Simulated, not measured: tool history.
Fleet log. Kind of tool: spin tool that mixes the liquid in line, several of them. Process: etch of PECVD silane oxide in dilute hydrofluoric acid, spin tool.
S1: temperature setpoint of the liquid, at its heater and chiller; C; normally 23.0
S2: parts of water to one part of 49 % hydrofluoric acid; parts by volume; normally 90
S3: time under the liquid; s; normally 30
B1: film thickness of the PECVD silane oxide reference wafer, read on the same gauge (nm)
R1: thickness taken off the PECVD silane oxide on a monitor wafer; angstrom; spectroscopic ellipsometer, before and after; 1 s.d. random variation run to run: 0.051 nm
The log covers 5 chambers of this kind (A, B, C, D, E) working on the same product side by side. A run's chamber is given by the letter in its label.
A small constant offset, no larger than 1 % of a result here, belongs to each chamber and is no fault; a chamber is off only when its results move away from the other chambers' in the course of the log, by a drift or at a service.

{"run": "1D", "hour": 10.1, "S1": 23.0, "S2": 90, "S3": 30, "B1": 130.04, "R1": 62.77}
{"run": "2B", "hour": 24.5, "S1": 23.0, "S2": 90, "S3": 30, "B1": 130.0, "R1": 63.427}
{"run": "3E", "hour": 32.4, "S1": 23.0, "S2": 90, "S3": 30, "B1": 129.99, "R1": 65.351}
{"hour": 39.1, "done": "chamber A: thermometer replaced"}
{"hour": 44.0, "done": "chamber B: hydrofluoric acid flow meter replaced"}
{"run": "4A", "hour": 45.9, "S1": 23.0, "S2": 90, "S3": 30, "B1": 130.03, "R1": 64.321}
{"run": "5C", "hour": 60.2, "S1": 23.0, "S2": 90, "S3": 30, "B1": 130.0, "R1": 63.462}
{"run": "6D", "hour": 71.3, "S1": 23.0, "S2": 90, "S3": 45, "B1": 130.01, "R1": 95.142}
{"run": "7C", "hour": 79.3, "S1": 23.0, "S2": 90, "S3": 45, "B1": 130.05, "R1": 95.195}
{"run": "8B", "hour": 92.7, "S1": 23.0, "S2": 90, "S3": 45, "B1": 130.0, "R1": 94.922}
{"run": "9A", "hour": 103.3, "S1": 23.0, "S2": 90, "S3": 45, "B1": 129.98, "R1": 96.289}
{"run": "10E", "hour": 110.8, "S1": 23.0, "S2": 90, "S3": 45, "B1": 130.01, "R1": 95.652}
{"run": "11E", "hour": 117.6, "S1": 23.0, "S2": 90, "S3": 30, "B1": 130.02, "R1": 64.686}
{"run": "12C", "hour": 129.4, "S1": 23.0, "S2": 90, "S3": 30, "B1": 129.98, "R1": 63.472}
{"run": "13B", "hour": 140.5, "S1": 23.0, "S2": 90, "S3": 30, "B1": 130.03, "R1": 63.842}
{"run": "14A", "hour": 152.6, "S1": 23.0, "S2": 90, "S3": 30, "B1": 129.99, "R1": 65.016}
{"run": "15D", "hour": 160.3, "S1": 23.0, "S2": 90, "S3": 30, "B1": 130.01, "R1": 63.341}
{"run": "16A", "hour": 168.1, "S1": 23.0, "S2": 60, "S3": 15, "B1": 130.01, "R1": 49.589}
{"run": "17D", "hour": 174.4, "S1": 23.0, "S2": 60, "S3": 15, "B1": 130.0, "R1": 49.445}
{"run": "18B", "hour": 186.8, "S1": 23.0, "S2": 60, "S3": 15, "B1": 130.01, "R1": 49.812}
{"run": "19E", "hour": 193.5, "S1": 23.0, "S2": 60, "S3": 15, "B1": 129.97, "R1": 49.876}
{"run": "20C", "hour": 203.0, "S1": 23.0, "S2": 60, "S3": 15, "B1": 130.0, "R1": 49.07}
{"run": "21B", "hour": 213.3, "S1": 23.0, "S2": 90, "S3": 30, "B1": 129.98, "R1": 63.084}
{"hour": 226.7, "done": "chamber D: thermometer replaced"}
{"run": "22D", "hour": 226.7, "S1": 23.0, "S2": 90, "S3": 30, "B1": 129.98, "R1": 63.604}
{"run": "23C", "hour": 235.1, "S1": 23.0, "S2": 90, "S3": 30, "B1": 129.99, "R1": 62.608}
{"run": "24A", "hour": 248.9, "S1": 23.0, "S2": 90, "S3": 30, "B1": 130.02, "R1": 62.151}
{"run": "25E", "hour": 259.0, "S1": 23.0, "S2": 90, "S3": 30, "B1": 129.99, "R1": 64.021}
{"run": "26B", "hour": 266.1, "S1": 23.0, "S2": 90, "S3": 20, "B1": 130.01, "R1": 42.164}
{"run": "27D", "hour": 276.6, "S1": 23.0, "S2": 90, "S3": 20, "B1": 129.99, "R1": 41.877}
{"run": "28C", "hour": 289.5, "S1": 23.0, "S2": 90, "S3": 20, "B1": 129.98, "R1": 42.829}
{"run": "29E", "hour": 301.4, "S1": 23.0, "S2": 90, "S3": 20, "B1": 129.98, "R1": 42.414}
{"run": "30A", "hour": 313.4, "S1": 23.0, "S2": 90, "S3": 20, "B1": 130.01, "R1": 40.566}
{"run": "31B", "hour": 327.6, "S1": 23.0, "S2": 90, "S3": 30, "B1": 129.96, "R1": 63.889}
{"run": "32A", "hour": 339.5, "S1": 23.0, "S2": 90, "S3": 30, "B1": 130.0, "R1": 60.234}
{"run": "33C", "hour": 351.0, "S1": 23.0, "S2": 90, "S3": 30, "B1": 130.0, "R1": 62.853}
{"run": "34D", "hour": 364.7, "S1": 23.0, "S2": 90, "S3": 30, "B1": 129.98, "R1": 62.615}
{"run": "35E", "hour": 373.1, "S1": 23.0, "S2": 90, "S3": 30, "B1": 129.99, "R1": 64.758}
{"run": "36A", "hour": 382.7, "S1": 25.5, "S2": 90, "S3": 30, "B1": 130.0, "R1": 65.102}
{"run": "37D", "hour": 396.8, "S1": 25.5, "S2": 90, "S3": 30, "B1": 129.97, "R1": 68.69}
{"run": "38C", "hour": 408.6, "S1": 25.5, "S2": 90, "S3": 30, "B1": 129.99, "R1": 69.455}

Predict what each chamber gives when all 5 of them run the settings below next.
{"run": "39A", "hour": 418.9, "S1": 23.0, "S2": 90, "S3": 30, "R1": "?"}
{"run": "39B", "hour": 418.9, "S1": 23.0, "S2": 90, "S3": 30, "R1": "?"}
{"run": "39C", "hour": 418.9, "S1": 23.0, "S2": 90, "S3": 30, "R1": "?"}
{"run": "39D", "hour": 418.9, "S1": 23.0, "S2": 90, "S3": 30, "R1": "?"}
{"run": "39E", "hour": 418.9, "S1": 23.0, "S2": 90, "S3": 30, "R1": "?"}

run=39A R1=59.412
run=39B R1=63.516
run=39C R1=63.387
run=39D R1=63.464
run=39E R1=64.234
